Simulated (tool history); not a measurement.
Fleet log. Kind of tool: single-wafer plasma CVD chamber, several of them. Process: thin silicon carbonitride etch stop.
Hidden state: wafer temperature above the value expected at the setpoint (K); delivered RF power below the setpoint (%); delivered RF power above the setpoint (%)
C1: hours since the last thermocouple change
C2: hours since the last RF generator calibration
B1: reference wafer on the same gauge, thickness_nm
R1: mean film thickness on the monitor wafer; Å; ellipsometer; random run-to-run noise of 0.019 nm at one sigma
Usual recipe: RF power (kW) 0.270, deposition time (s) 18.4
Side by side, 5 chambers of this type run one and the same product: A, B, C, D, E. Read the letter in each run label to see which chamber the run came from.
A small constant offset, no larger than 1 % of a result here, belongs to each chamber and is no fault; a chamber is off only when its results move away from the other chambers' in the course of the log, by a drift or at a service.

Run 1E, hour 3.8: usual settings; C1 8.3; C2 945.7; B1 10.004. Result: R1 114.260 Å.
Run 2D, hour 6.3: usual settings; C1 318.4; C2 1135.2; B1 10.000. Result: R1 114.590 Å.
At hour 8.5: chamber A: thermocouple changed; heater temperature recalibrated.
Run 3A, hour 9.0: usual settings; C1 0.6; C2 613.7; B1 10.005. Result: R1 114.570 Å.
Run 4C, hour 12.6: usual settings; C1 1295.2; C2 1975.1; B1 10.000. Result: R1 113.650 Å.
Run 5B, hour 16.7: usual settings; C1 385.9; C2 1835.7; B1 10.009. Result: R1 114.960 Å.
Run 6C, hour 19.1: usual settings; C1 1301.7; C2 1981.6; B1 10.011. Result: R1 113.900 Å.
Run 7D, hour 24.4: usual settings; C1 336.5; C2 1153.3; B1 10.010. Result: R1 114.710 Å.
Run 8E, hour 27.9: usual settings; C1 32.4; C2 969.8; B1 10.007. Result: R1 114.220 Å.
Run 9A, hour 30.6: usual settings but RF power (kW) 0.235; C1 22.2; C2 635.3; B1 10.012. Result: R1 110.090 Å.
Run 10B, hour 34.4: usual settings but RF power (kW) 0.235; C1 403.6; C2 1853.4; B1 10.013. Result: R1 110.000 Å.
Run 11D, hour 39.8: usual settings but RF power (kW) 0.235; C1 351.9; C2 1168.7; B1 10.014. Result: R1 109.930 Å.
Run 12E, hour 43.9: usual settings but RF power (kW) 0.235; C1 48.4; C2 985.8; B1 10.017. Result: R1 109.370 Å.
Run 13B, hour 49.2: usual settings but RF power (kW) 0.235; C1 418.4; C2 1868.2; B1 10.022. Result: R1 110.320 Å.
Run 14A, hour 52.8: usual settings; C1 44.4; C2 657.5; B1 10.020. Result: R1 114.640 Å.
Run 15C, hour 56.8: usual settings; C1 1339.4; C2 2019.3; B1 10.020. Result: R1 113.830 Å.
Run 16C, hour 59.3: usual settings; C1 1341.9; C2 2021.8; B1 10.022. Result: R1 114.190 Å.
Run 17B, hour 64.2: usual settings; C1 433.4; C2 1883.2; B1 10.026. Result: R1 115.500 Å.
Run 18D, hour 69.6: usual settings; C1 381.7; C2 1198.5; B1 10.027. Result: R1 114.820 Å.
Run 19E, hour 72.0: usual settings; C1 76.5; C2 1013.9; B1 10.027. Result: R1 114.610 Å.
Run 20A, hour 75.5: usual settings; C1 67.1; C2 680.2; B1 10.032. Result: R1 114.920 Å.
Run 21B, hour 79.0: usual settings; C1 448.2; C2 1898.0; B1 10.029. Result: R1 115.160 Å.
Run 22E, hour 82.2: usual settings; C1 86.7; C2 1024.1; B1 10.029. Result: R1 114.400 Å.
Run 23C, hour 85.7: usual settings; C1 1368.3; C2 2048.2; B1 10.034. Result: R1 114.330 Å.
Run 24A, hour 88.5: usual settings; C1 80.1; C2 693.2; B1 10.039. Result: R1 114.840 Å.
Run 25D, hour 92.7: usual settings; C1 404.8; C2 1221.6; B1 10.038. Result: R1 115.220 Å.
Run 26B, hour 96.5: usual settings; C1 465.7; C2 1915.5; B1 10.037. Result: R1 115.350 Å.
Run 27C, hour 100.2: usual settings; C1 1382.8; C2 2062.7; B1 10.038. Result: R1 114.210 Å.
Run 28D, hour 104.7: usual settings; C1 416.8; C2 1233.6; B1 10.043. Result: R1 115.360 Å.
Run 29E, hour 109.9: usual settings; C1 114.4; C2 1051.8; B1 10.041. Result: R1 114.510 Å.
Run 30A, hour 113.0: usual settings; C1 104.6; C2 717.7; B1 10.042. Result: R1 115.050 Å.
At hour 115.0: chamber D: RF generator calibrated.
Run 31B, hour 116.0: usual settings; C1 485.2; C2 1935.0; B1 10.047. Result: R1 115.340 Å.
Run 32C, hour 120.4: usual settings; C1 1403.0; C2 2082.9; B1 10.049. Result: R1 114.010 Å.
Run 33D, hour 125.0: usual settings; C1 437.1; C2 10.0; B1 10.043. Result: R1 115.380 Å.
Run 34A, hour 129.2: usual settings but RF power (kW) 0.300, deposition time (s) 16.0; C1 120.8; C2 733.9; B1 10.045. Result: R1 102.990 Å.
Run 35E, hour 134.3: usual settings but RF power (kW) 0.300, deposition time (s) 16.0; C1 138.8; C2 1076.2; B1 10.058. Result: R1 102.850 Å.
Run 36E, hour 136.8: usual settings but RF power (kW) 0.300, deposition time (s) 16.0; C1 141.3; C2 1078.7; B1 10.056. Result: R1 103.160 Å.
Run 37A, hour 141.2: usual settings but RF power (kW) 0.300, deposition time (s) 16.0; C1 132.8; C2 745.9; B1 10.057. Result: R1 102.930 Å.
Run 38B, hour 144.1: usual settings but RF power (kW) 0.300, deposition time (s) 16.0; C1 513.3; C2 1963.1; B1 10.055. Result: R1 103.700 Å.
Run 39C, hour 149.1: usual settings; C1 1431.7; C2 2111.6; B1 10.056. Result: R1 114.200 Å.
Run 40D, hour 152.4: usual settings but deposition time (s) 20.2; C1 464.5; C2 37.4; B1 10.062. Result: R1 126.960 Å.
Run 41C, hour 156.7: usual settings but deposition time (s) 20.2; C1 1439.3; C2 2119.2; B1 10.057. Result: R1 125.610 Å.
At hour 157.4: chamber B: RF generator calibrated.
Run 42D, hour 160.8: usual settings but deposition time (s) 20.2; C1 472.9; C2 45.8; B1 10.060. Result: R1 127.000 Å.
Run 43B, hour 164.4: usual settings but deposition time (s) 20.2; C1 533.6; C2 7.1; B1 10.066. Result: R1 127.110 Å.
Run 44A, hour 166.7: usual settings but deposition time (s) 20.2; C1 158.3; C2 771.4; B1 10.064. Result: R1 126.700 Å.

Each of the 5 chambers runs these same settings next. Fill in every chamber's results:
Run 45A, hour 170.6: usual settings but deposition time (s) 15.8. Result: R1 ?.
Run 45B, hour 170.6: usual settings but deposition time (s) 15.8. Result: R1 ?.
Run 45C, hour 170.6: usual settings but deposition time (s) 15.8. Result: R1 ?.
Run 45D, hour 170.6: usual settings but deposition time (s) 15.8. Result: R1 ?.
Run 45E, hour 170.6: usual settings but deposition time (s) 15.8. Result: R1 ?.

run      R1
45A  98.910
45B  99.401
45C  98.282
45D  99.195
45E  98.558

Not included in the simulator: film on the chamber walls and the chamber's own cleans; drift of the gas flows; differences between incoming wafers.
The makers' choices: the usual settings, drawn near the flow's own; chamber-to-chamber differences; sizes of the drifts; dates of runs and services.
